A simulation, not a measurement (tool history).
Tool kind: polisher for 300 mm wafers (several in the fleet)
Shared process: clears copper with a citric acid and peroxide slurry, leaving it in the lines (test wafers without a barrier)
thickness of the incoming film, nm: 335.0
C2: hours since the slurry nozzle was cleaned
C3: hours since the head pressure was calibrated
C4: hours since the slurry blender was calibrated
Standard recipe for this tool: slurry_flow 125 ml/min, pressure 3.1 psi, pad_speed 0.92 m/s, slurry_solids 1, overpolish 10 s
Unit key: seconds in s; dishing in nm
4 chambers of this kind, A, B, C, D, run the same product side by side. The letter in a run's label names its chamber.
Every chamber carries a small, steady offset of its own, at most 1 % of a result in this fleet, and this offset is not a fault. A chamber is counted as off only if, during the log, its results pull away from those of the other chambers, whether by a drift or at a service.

{"hour": 2.1, "done": "chamber C: slurry blender recalibrated"}
{"run": "1A", "hour": 7.1, "slurry_flow": 125, "pressure": 3.1, "pad_speed": 0.92, "slurry_solids": 1, "overpolish": 10, "wafers polished on this pad": 126, "C2": 687.9, "C3": 339.8, "C4": 415, "seconds": 164.79, "dishing": 15.484}
{"run": "2B", "hour": 17.1, "slurry_flow": 125, "pressure": 3.1, "pad_speed": 0.92, "slurry_solids": 1, "overpolish": 10, "wafers polished on this pad": 834, "C2": 223.8, "C3": 47.2, "C4": 227.2, "seconds": 164.97, "dishing": 15.307}
{"run": "3D", "hour": 24.6, "slurry_flow": 125, "pressure": 3.1, "pad_speed": 0.92, "slurry_solids": 1, "overpolish": 10, "wafers polished on this pad": 1038, "C2": 214.7, "C3": 187.4, "C4": 104.7, "seconds": 164.57, "dishing": 15.487}
{"run": "4C", "hour": 30.8, "slurry_flow": 125, "pressure": 3.1, "pad_speed": 0.92, "slurry_solids": 1, "overpolish": 10, "wafers polished on this pad": 895, "C2": 221.1, "C3": 1008.9, "C4": 28.8, "seconds": 162.39, "dishing": 15.363}
{"hour": 37.6, "done": "chamber A: slurry blender recalibrated"}
{"run": "5D", "hour": 38.3, "slurry_flow": 125, "pressure": 3.1, "pad_speed": 0.92, "slurry_solids": 1, "overpolish": 10, "wafers polished on this pad": 1161, "C2": 228.4, "C3": 201.1, "C4": 118.4, "seconds": 163.4, "dishing": 15.294}
{"hour": 42.4, "done": "chamber D: slurry blender recalibrated"}
{"run": "6C", "hour": 49.9, "slurry_flow": 125, "pressure": 3.1, "pad_speed": 0.92, "slurry_solids": 1, "overpolish": 10, "wafers polished on this pad": 1067, "C2": 240.2, "C3": 1028, "C4": 47.9, "seconds": 165.62, "dishing": 14.957}
{"run": "7B", "hour": 62.9, "slurry_flow": 125, "pressure": 3.1, "pad_speed": 0.92, "slurry_solids": 1, "overpolish": 10, "wafers polished on this pad": 1247, "C2": 269.6, "C3": 93, "C4": 273, "seconds": 165.36, "dishing": 15.438}
{"run": "8A", "hour": 70.5, "slurry_flow": 125, "pressure": 3.1, "pad_speed": 0.92, "slurry_solids": 1, "overpolish": 10, "wafers polished on this pad": 697, "C2": 751.3, "C3": 403.2, "C4": 32.9, "seconds": 164.8, "dishing": 15.154}
{"hour": 71.6, "done": "chamber D: worn pad replaced by a new one"}
{"run": "9A", "hour": 79.3, "slurry_flow": 160, "pressure": 3.1, "pad_speed": 0.92, "slurry_solids": 1, "overpolish": 10, "wafers polished on this pad": 776, "C2": 760.1, "C3": 412, "C4": 41.7, "seconds": 152.8, "dishing": 15.164}
{"hour": 87.2, "done": "chamber C: worn pad replaced by a new one"}
{"run": "10B", "hour": 90.1, "slurry_flow": 160, "pressure": 3.1, "pad_speed": 0.92, "slurry_solids": 1, "overpolish": 10, "wafers polished on this pad": 1492, "C2": 296.8, "C3": 120.2, "C4": 300.2, "seconds": 155.31, "dishing": 15.726}
{"hour": 96.5, "done": "chamber A: slurry nozzle cleaned"}
{"hour": 97.0, "done": "chamber C: slurry blender recalibrated"}
{"run": "11D", "hour": 97.3, "slurry_flow": 160, "pressure": 3.1, "pad_speed": 0.92, "slurry_solids": 1, "overpolish": 10, "wafers polished on this pad": 232, "C2": 287.4, "C3": 260.1, "C4": 54.9, "seconds": 157.22, "dishing": 16.165}
{"hour": 98.4, "done": "chamber A: worn pad replaced by a new one"}
{"run": "12C", "hour": 104.7, "slurry_flow": 160, "pressure": 3.1, "pad_speed": 0.92, "slurry_solids": 1, "overpolish": 10, "wafers polished on this pad": 158, "C2": 295, "C3": 1082.8, "C4": 7.7, "seconds": 156.16, "dishing": 16.142}
{"run": "13C", "hour": 110.8, "slurry_flow": 125, "pressure": 3.1, "pad_speed": 0.92, "slurry_solids": 1, "overpolish": 10, "wafers polished on this pad": 213, "C2": 301.1, "C3": 1088.9, "C4": 13.8, "seconds": 160.42, "dishing": 14.556}
{"run": "14D", "hour": 119.5, "slurry_flow": 125, "pressure": 3.1, "pad_speed": 0.92, "slurry_solids": 1, "overpolish": 10, "wafers polished on this pad": 432, "C2": 309.6, "C3": 282.3, "C4": 77.1, "seconds": 161.68, "dishing": 14.629}
{"run": "15A", "hour": 132.5, "slurry_flow": 125, "pressure": 3.1, "pad_speed": 0.92, "slurry_solids": 1, "overpolish": 10, "wafers polished on this pad": 308, "C2": 36, "C3": 465.2, "C4": 94.9, "seconds": 162.33, "dishing": 15.044}
{"run": "16B", "hour": 139.3, "slurry_flow": 125, "pressure": 3.1, "pad_speed": 0.64, "slurry_solids": 1, "overpolish": 10, "wafers polished on this pad": 1935, "C2": 346, "C3": 169.4, "C4": 349.4, "seconds": 241.37, "dishing": 10.689}
{"hour": 140.0, "done": "chamber D: slurry blender recalibrated"}
{"run": "17D", "hour": 148.0, "slurry_flow": 125, "pressure": 3.1, "pad_speed": 0.64, "slurry_solids": 1, "overpolish": 10, "wafers polished on this pad": 688, "C2": 338.1, "C3": 310.8, "C4": 8, "seconds": 227.74, "dishing": 11.078}
{"hour": 153.9, "done": "chamber C: slurry nozzle cleaned"}
{"run": "18B", "hour": 161.4, "slurry_flow": 125, "pressure": 3.1, "pad_speed": 0.64, "slurry_solids": 1, "overpolish": 10, "wafers polished on this pad": 2134, "C2": 368.1, "C3": 191.5, "C4": 371.5, "seconds": 242.88, "dishing": 10.383}
{"hour": 165.9, "done": "chamber C: head pressure recalibrated"}
{"run": "19C", "hour": 169.3, "slurry_flow": 125, "pressure": 3.1, "pad_speed": 0.64, "slurry_solids": 1, "overpolish": 10, "wafers polished on this pad": 740, "C2": 15.5, "C3": 3.5, "C4": 72.3, "seconds": 232.13, "dishing": 11.051}
{"hour": 169.6, "done": "chamber B: slurry blender recalibrated"}
{"run": "20A", "hour": 181.0, "slurry_flow": 125, "pressure": 3.1, "pad_speed": 0.92, "slurry_solids": 1, "overpolish": 10, "wafers polished on this pad": 745, "C2": 84.5, "C3": 513.7, "C4": 143.4, "seconds": 164.73, "dishing": 15.127}
{"run": "21D", "hour": 192.7, "slurry_flow": 125, "pressure": 3.1, "pad_speed": 0.92, "slurry_solids": 1, "overpolish": 10, "wafers polished on this pad": 1091, "C2": 382.8, "C3": 355.5, "C4": 52.7, "seconds": 159.03, "dishing": 14.849}
{"hour": 196.6, "done": "chamber C: slurry blender recalibrated"}
{"hour": 201.6, "done": "chamber A: worn pad replaced by a new one"}
{"run": "22B", "hour": 205.5, "slurry_flow": 125, "pressure": 3.1, "pad_speed": 0.92, "slurry_solids": 1, "overpolish": 10, "wafers polished on this pad": 2532, "C2": 412.2, "C3": 235.6, "C4": 36, "seconds": 175.99, "dishing": 14.36}
{"hour": 207.6, "done": "chamber A: head pressure recalibrated"}
{"run": "23A", "hour": 215.3, "slurry_flow": 125, "pressure": 3.1, "pad_speed": 0.92, "slurry_solids": 1, "overpolish": 10, "wafers polished on this pad": 123, "C2": 118.8, "C3": 7.8, "C4": 177.7, "seconds": 162.65, "dishing": 15.075}
{"hour": 222.6, "done": "chamber C: worn pad replaced by a new one"}
{"hour": 225.1, "done": "chamber D: worn pad replaced by a new one"}
{"run": "24C", "hour": 228.8, "slurry_flow": 125, "pressure": 3.1, "pad_speed": 0.92, "slurry_solids": 1, "overpolish": 10, "wafers polished on this pad": 56, "C2": 75, "C3": 63, "C4": 32.3, "seconds": 163.29, "dishing": 15.366}
{"run": "25D", "hour": 237.0, "slurry_flow": 125, "pressure": 3.1, "pad_speed": 0.92, "slurry_solids": 1, "overpolish": 10, "wafers polished on this pad": 107, "C2": 427.1, "C3": 399.8, "C4": 97, "seconds": 164.78, "dishing": 15.44}
{"run": "26A", "hour": 244.8, "slurry_flow": 125, "pressure": 3.1, "pad_speed": 0.92, "slurry_solids": 1, "overpolish": 10, "wafers polished on this pad": 389, "C2": 148.3, "C3": 37.3, "C4": 207.2, "seconds": 168.08, "dishing": 14.476}
{"hour": 248.8, "done": "chamber D: slurry blender recalibrated"}
{"run": "27C", "hour": 255.2, "slurry_flow": 125, "pressure": 3.1, "pad_speed": 0.92, "slurry_solids": 1, "overpolish": 10, "wafers polished on this pad": 294, "C2": 101.4, "C3": 89.4, "C4": 58.7, "seconds": 162.89, "dishing": 15.238}
{"run": "28B", "hour": 264.4, "slurry_flow": 125, "pressure": 3.1, "pad_speed": 0.92, "slurry_solids": 1, "overpolish": 10, "wafers polished on this pad": 3062, "C2": 471.1, "C3": 294.5, "C4": 94.9, "seconds": 176.01, "dishing": 13.734}
{"run": "29A", "hour": 274.9, "slurry_flow": 125, "pressure": 3.1, "pad_speed": 0.92, "slurry_solids": 1, "overpolish": 10, "wafers polished on this pad": 660, "C2": 178.4, "C3": 67.4, "C4": 237.3, "seconds": 163.63, "dishing": 15.422}
{"run": "30C", "hour": 287.5, "slurry_flow": 125, "pressure": 3.1, "pad_speed": 0.92, "slurry_solids": 1, "overpolish": 10, "wafers polished on this pad": 585, "C2": 133.7, "C3": 121.7, "C4": 91, "seconds": 162.9, "dishing": 14.726}
{"hour": 288.2, "done": "chamber B: slurry nozzle cleaned"}
{"hour": 289.8, "done": "chamber D: slurry nozzle cleaned"}
{"hour": 290.8, "done": "chamber C: slurry blender recalibrated"}
{"run": "31B", "hour": 300.5, "slurry_flow": 125, "pressure": 3.1, "pad_speed": 0.92, "slurry_solids": 1, "overpolish": 10, "wafers polished on this pad": 3388, "C2": 12.4, "C3": 330.6, "C4": 131, "seconds": 179.47, "dishing": 13.96}
{"run": "32D", "hour": 310.2, "slurry_flow": 125, "pressure": 3.1, "pad_speed": 0.92, "slurry_solids": 1, "overpolish": 10, "wafers polished on this pad": 767, "C2": 20.4, "C3": 473, "C4": 61.4, "seconds": 168.42, "dishing": 14.912}
{"run": "33C", "hour": 316.3, "slurry_flow": 125, "pressure": 3.1, "pad_speed": 0.92, "slurry_solids": 1, "overpolish": 10, "wafers polished on this pad": 844, "C2": 162.5, "C3": 150.5, "C4": 25.6, "seconds": 158.64, "dishing": 14.867}
{"run": "34D", "hour": 322.2, "slurry_flow": 125, "pressure": 3.1, "pad_speed": 0.92, "slurry_solids": 1, "overpolish": 10, "wafers polished on this pad": 875, "C2": 32.4, "C3": 485, "C4": 73.4, "seconds": 163.44, "dishing": 15.253}

For the next run the whole fleet of 4 chambers uses the same settings. Give each chamber's results:
{"run": "35A", "hour": 331.9, "slurry_flow": 125, "pressure": 3.1, "pad_speed": 0.92, "slurry_solids": 1, "overpolish": 10, "seconds": "?", "dishing": "?"}
{"run": "35B", "hour": 331.9, "slurry_flow": 125, "pressure": 3.1, "pad_speed": 0.92, "slurry_solids": 1, "overpolish": 10, "seconds": "?", "dishing": "?"}
{"run": "35C", "hour": 331.9, "slurry_flow": 125, "pressure": 3.1, "pad_speed": 0.92, "slurry_solids": 1, "overpolish": 10, "seconds": "?", "dishing": "?"}
{"run": "35D", "hour": 331.9, "slurry_flow": 125, "pressure": 3.1, "pad_speed": 0.92, "slurry_solids": 1, "overpolish": 10, "seconds": "?", "dishing": "?"}

run=35A seconds=159.9 dishing=14.933
run=35B seconds=185.22 dishing=13.4
run=35C seconds=165.76 dishing=15.101
run=35D seconds=160.58 dishing=14.773

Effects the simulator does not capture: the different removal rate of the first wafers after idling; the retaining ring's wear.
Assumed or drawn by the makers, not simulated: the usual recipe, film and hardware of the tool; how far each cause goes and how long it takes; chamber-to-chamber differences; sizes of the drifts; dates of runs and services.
